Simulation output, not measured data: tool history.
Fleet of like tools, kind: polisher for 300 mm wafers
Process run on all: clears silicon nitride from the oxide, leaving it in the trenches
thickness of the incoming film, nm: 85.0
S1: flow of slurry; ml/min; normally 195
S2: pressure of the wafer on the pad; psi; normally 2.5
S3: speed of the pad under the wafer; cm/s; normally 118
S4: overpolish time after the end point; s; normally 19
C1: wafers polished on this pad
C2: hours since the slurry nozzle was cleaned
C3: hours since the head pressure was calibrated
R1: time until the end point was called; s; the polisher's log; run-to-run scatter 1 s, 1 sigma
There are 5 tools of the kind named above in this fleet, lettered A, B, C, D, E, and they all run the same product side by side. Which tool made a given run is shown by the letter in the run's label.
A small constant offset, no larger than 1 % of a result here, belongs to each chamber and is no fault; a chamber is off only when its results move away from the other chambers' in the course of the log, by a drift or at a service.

run,day,S1,S2,S3,S4,C1,C2,C3,R1
# day 0.104: chamber D: slurry nozzle cleaned
1A,0.150,195,2.5,118,19,417,551.3,366.4,88.931
2E,0.258,195,2.5,118,19,67,69.1,344.1,90.085
3C,0.392,195,2.5,118,19,1374,54.2,109.0,90.097
4B,0.483,195,2.5,118,19,321,84.0,792.2,90.115
5D,0.592,195,2.5,118,19,763,11.7,693.8,90.869
6C,0.696,195,2.5,118,19,1447,61.5,116.3,90.646
7B,0.808,195,2.5,118,19,400,91.8,800.0,90.202
# day 0.850: chamber C: worn pad replaced by a new one
8A,0.962,195,2.5,118,19,614,570.8,385.9,90.953
9D,1.112,195,1.7,118,19,889,24.2,706.3,132.310
10E,1.271,195,1.7,118,19,312,93.4,368.4,137.370
11E,1.371,195,1.7,118,19,336,95.8,370.8,135.860
12B,1.471,195,1.7,118,19,560,107.7,815.9,130.460
13D,1.621,195,1.7,118,19,1012,36.4,718.5,133.420
14A,1.721,195,2.5,118,19,797,589.0,404.1,89.234
15C,1.867,195,2.5,118,19,246,89.6,144.4,88.961
16C,2.004,195,2.5,138,19,279,92.9,147.7,78.308
# day 2.046: chamber B: worn pad replaced by a new one
17E,2.088,195,2.5,138,19,510,113.0,388.0,77.514
18A,2.258,195,2.5,138,19,927,601.9,417.0,76.871
19D,2.421,195,2.5,138,19,1206,55.6,737.7,78.396
20B,2.500,195,2.5,138,19,110,132.4,840.6,77.879
21E,2.658,195,2.5,118,19,648,126.7,401.7,91.134
22D,2.817,195,2.5,118,19,1301,65.1,747.2,89.294
# day 2.900: chamber A: slurry nozzle cleaned
# day 2.900: chamber E: worn pad replaced by a new one
23B,2.988,170,2.0,118,19,228,144.1,852.3,116.970
24A,3.083,170,2.0,118,19,1126,4.5,436.8,115.210
25C,3.171,170,2.0,118,19,561,120.9,175.7,114.420
26B,3.288,170,2.0,118,19,300,151.3,859.5,112.570
# day 3.329: chamber A: worn pad replaced by a new one
# day 3.354: chamber D: worn pad replaced by a new one
27D,3.462,170,2.0,118,19,26,80.6,762.7,114.060
28A,3.638,195,2.5,118,19,74,17.8,450.1,91.846
29E,3.733,195,2.5,118,19,202,152.5,427.5,91.503
30C,3.888,195,2.5,118,19,734,138.1,192.9,90.440
31A,4.058,195,2.5,118,19,176,27.9,460.2,90.168
32B,4.150,195,2.5,118,19,509,172.0,880.2,89.482
33E,4.300,195,2.5,118,19,339,166.1,441.1,88.959
34C,4.425,195,2.5,118,19,864,151.0,205.8,89.749
35D,4.571,160,3.1,118,19,294,107.2,789.3,75.883
36E,4.729,160,3.1,118,19,443,176.4,451.4,74.308
37A,4.850,160,3.1,118,19,367,46.9,479.2,74.535
# day 4.921: chamber B: worn pad replaced by a new one
38D,4.938,160,3.1,118,19,383,116.0,798.1,77.116
39C,5.038,160,3.1,118,19,1013,165.7,220.5,74.674
40B,5.129,195,2.5,118,19,51,195.5,903.7,89.894

Which is it: a chamber that has drifted or been left off by a service, a gauge drift common to all chambers, or only each chamber's usual small offset? If a chamber is off, name it and its likeliest cause.

Neither any chamber nor the gauge drifts; the chambers differ only by their own small, steady offsets.

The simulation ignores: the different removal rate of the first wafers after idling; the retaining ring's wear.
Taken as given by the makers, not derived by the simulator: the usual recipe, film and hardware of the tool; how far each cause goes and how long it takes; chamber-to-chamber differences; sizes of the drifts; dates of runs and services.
